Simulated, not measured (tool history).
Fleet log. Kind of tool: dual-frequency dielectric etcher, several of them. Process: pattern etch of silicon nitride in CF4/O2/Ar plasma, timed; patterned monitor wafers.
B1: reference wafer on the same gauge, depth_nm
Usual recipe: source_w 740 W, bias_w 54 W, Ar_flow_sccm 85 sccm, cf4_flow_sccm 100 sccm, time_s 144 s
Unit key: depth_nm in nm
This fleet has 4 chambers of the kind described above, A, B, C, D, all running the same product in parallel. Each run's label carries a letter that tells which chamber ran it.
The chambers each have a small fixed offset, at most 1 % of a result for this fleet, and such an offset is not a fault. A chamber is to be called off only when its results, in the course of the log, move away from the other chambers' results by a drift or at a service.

Run 1D, hour 3.1: usual settings; B1 350.05. Result: depth_nm 400.63 nm.
At hour 3.2: chamber B: wet clean of the chamber.
Run 2A, hour 6.4: usual settings; B1 350.18. Result: depth_nm 403.7 nm.
At hour 6.8: chamber C: wet clean of the chamber.
Run 3C, hour 9.7: usual settings; B1 349.99. Result: depth_nm 402.29 nm.
Run 4B, hour 11.9: usual settings; B1 350.07. Result: depth_nm 403.47 nm.
Run 5D, hour 16.3: usual settings; B1 350.2. Result: depth_nm 401.7 nm.
Run 6C, hour 19.1: usual settings; B1 350.35. Result: depth_nm 403.82 nm.
Run 7B, hour 22.1: usual settings; B1 350.32. Result: depth_nm 403.14 nm.
Run 8A, hour 26.1: usual settings; B1 350.52. Result: depth_nm 405.29 nm.
Run 9C, hour 29.2: usual settings; B1 350.54. Result: depth_nm 402.11 nm.
Run 10B, hour 33.1: usual settings; B1 350.58. Result: depth_nm 404.26 nm.
At hour 37: chamber D: wet clean of the chamber.
Run 11D, hour 37.4: usual settings but bias_w 47 W, time_s 175.5 s; B1 350.64. Result: depth_nm 465.69 nm.
Run 12A, hour 41.6: usual settings but bias_w 47 W, time_s 175.5 s; B1 350.84. Result: depth_nm 471.29 nm.
Run 13C, hour 45.3: usual settings but bias_w 47 W, time_s 175.5 s; B1 350.82. Result: depth_nm 466.35 nm.
Run 14B, hour 48: usual settings but bias_w 47 W, time_s 175.5 s; B1 350.98. Result: depth_nm 469.05 nm.
Run 15D, hour 50.9: usual settings; B1 350.85. Result: depth_nm 401.45 nm.
Run 16A, hour 53.6: usual settings but bias_w 46 W, Ar_flow_sccm 95 sccm; B1 350.99. Result: depth_nm 377.74 nm.
Run 17B, hour 56.3: usual settings but bias_w 46 W, Ar_flow_sccm 95 sccm; B1 350.93. Result: depth_nm 376.68 nm.
Run 18A, hour 58.6: usual settings but bias_w 46 W, Ar_flow_sccm 95 sccm; B1 351.09. Result: depth_nm 377.55 nm.
Run 19D, hour 61.5: usual settings but bias_w 46 W, Ar_flow_sccm 95 sccm; B1 351.14. Result: depth_nm 375.84 nm.
Run 20C, hour 64.1: usual settings; B1 351.25. Result: depth_nm 402.74 nm.
Run 21D, hour 67.2: usual settings; B1 351.06. Result: depth_nm 401.91 nm.
Run 22C, hour 70.7: usual settings but source_w 800 W, cf4_flow_sccm 85 sccm; B1 351.2. Result: depth_nm 423.79 nm.
Run 23A, hour 74.1: usual settings but source_w 800 W, cf4_flow_sccm 85 sccm; B1 351.31. Result: depth_nm 427.18 nm.
Run 24B, hour 78.6: usual settings but source_w 800 W, cf4_flow_sccm 85 sccm; B1 351.38. Result: depth_nm 425.51 nm.
Run 25D, hour 82.2: usual settings but source_w 800 W, cf4_flow_sccm 85 sccm; B1 351.5. Result: depth_nm 423.55 nm.
Run 26A, hour 84.5: usual settings but bias_w 59 W, time_s 107.5 s; B1 351.47. Result: depth_nm 313.64 nm.
Run 27C, hour 88.1: usual settings but bias_w 59 W, time_s 107.5 s; B1 351.71. Result: depth_nm 312.13 nm.
Run 28B, hour 90.9: usual settings but bias_w 59 W, time_s 107.5 s; B1 351.69. Result: depth_nm 312.52 nm.
Run 29D, hour 94.2: usual settings but bias_w 59 W, time_s 107.5 s; B1 351.76. Result: depth_nm 310.02 nm.
Run 30C, hour 98.4: usual settings; B1 351.82. Result: depth_nm 405.25 nm.
Run 31B, hour 102.9: usual settings; B1 351.91. Result: depth_nm 405.85 nm.
Run 32A, hour 106.2: usual settings; B1 352.03. Result: depth_nm 406.35 nm.
Run 33B, hour 110.3: usual settings but source_w 630 W, cf4_flow_sccm 111 sccm; B1 351.91. Result: depth_nm 355.58 nm.
Run 34A, hour 113.4: usual settings but source_w 630 W, cf4_flow_sccm 111 sccm; B1 352. Result: depth_nm 358.18 nm.
Run 35D, hour 117.4: usual settings but source_w 630 W, cf4_flow_sccm 111 sccm; B1 352.06. Result: depth_nm 353.1 nm.
Run 36C, hour 121.2: usual settings but source_w 630 W, cf4_flow_sccm 111 sccm; B1 352.2. Result: depth_nm 355.52 nm.
Run 37B, hour 123.6: usual settings; B1 352.18. Result: depth_nm 405.19 nm.
Run 38D, hour 127.7: usual settings; B1 352.41. Result: depth_nm 403.92 nm.

The same settings go to every chamber for the next run, one line per chamber below. Forecast the results for each:
Run 39A, hour 131.2: usual settings. Result: depth_nm ?.
Run 39B, hour 131.2: usual settings. Result: depth_nm ?.
Run 39C, hour 131.2: usual settings. Result: depth_nm ?.
Run 39D, hour 131.2: usual settings. Result: depth_nm ?.

run  depth_nm
39A    406.95
39B    405.89
39C    405.12
39D    404.96
